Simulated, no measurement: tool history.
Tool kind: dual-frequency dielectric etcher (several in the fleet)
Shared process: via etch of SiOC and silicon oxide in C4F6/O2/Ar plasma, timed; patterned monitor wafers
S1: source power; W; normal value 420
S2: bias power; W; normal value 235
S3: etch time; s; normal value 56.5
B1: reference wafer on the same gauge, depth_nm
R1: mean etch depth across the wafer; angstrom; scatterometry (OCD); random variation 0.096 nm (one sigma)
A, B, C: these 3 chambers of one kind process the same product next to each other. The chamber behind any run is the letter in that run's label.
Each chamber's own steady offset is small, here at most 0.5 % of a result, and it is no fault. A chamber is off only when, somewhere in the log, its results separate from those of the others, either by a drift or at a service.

run   hour   S1   S2    S3      B1      R1
 1C    4.5  420  235  56.5  83.274  711.05
 2A    9.1  420  235  56.5  83.279  713.41
 3B   13.8  420  235  56.5  83.221   706.9
 4B   18.8  420  235  56.5  83.265  706.85
 5A   23.4  420  235  56.5  83.213  711.77
 6C     27  420  235  56.5  83.214  708.59
 7A   30.1  420  212  56.5  83.229   689.4
 8C   32.9  420  212  56.5  83.195  686.44
 9B   39.1  420  212  56.5  83.161     682
10C   44.1  420  235  56.5  83.168  709.88
11B   48.2  420  235  56.5  83.163  705.48
12A   53.3  420  235  56.5  83.156  712.77
13A   58.1  420  235  56.5  83.147   711.2
14B   62.4  420  235  56.5  83.133  706.84
15C   66.2  420  235  56.5  83.093  709.64
16C     72  420  235  56.5  83.104  709.21
17A   76.7  420  235  56.5  83.077  710.59
18B   81.8  420  235  56.5  83.085  706.26
      86.9  -- chamber B: wet clean of the chamber
19C   87.5  420  235  56.5  83.052  708.63
20B   91.3  420  235  56.5  83.025  704.36
21A   96.9  420  235  56.5  83.022  710.04
22A  100.8  420  270  56.5  82.998  745.61
23B  106.5  420  270  56.5   83.01  737.68
24C  112.2  420  270  56.5  82.947  742.51
25C  117.2  420  235  56.5  82.942  707.54
26B  121.2  420  235  56.5  82.954  705.31
27A  125.8  420  235    66  82.964  831.21
28A    130  420  235    66  82.901  830.91
29C  135.9  420  235    66  82.919  824.08
       139  -- chamber C: source power generator calibrated
30B  141.9  420  235  56.5  82.882  704.65
31C    146  420  235  56.5   82.89  706.67
32A  148.8  420  235  56.5   82.87   708.7
33B  152.1  420  235  56.5   82.87  703.67
34A  158.4  420  235  56.5  82.868  710.45

Read the log: is a single chamber off, either drifting away or since a service, is the gauge that measures every chamber drifting, or is nothing wrong beyond small per-chamber offsets? Name any odd chamber and what most likely caused it.

No chamber is off; the gauge reading every chamber's wafers drifts, which makes the whole fleet appear to move together.
Most likely cause: gauge reads low (%) = 0.559.

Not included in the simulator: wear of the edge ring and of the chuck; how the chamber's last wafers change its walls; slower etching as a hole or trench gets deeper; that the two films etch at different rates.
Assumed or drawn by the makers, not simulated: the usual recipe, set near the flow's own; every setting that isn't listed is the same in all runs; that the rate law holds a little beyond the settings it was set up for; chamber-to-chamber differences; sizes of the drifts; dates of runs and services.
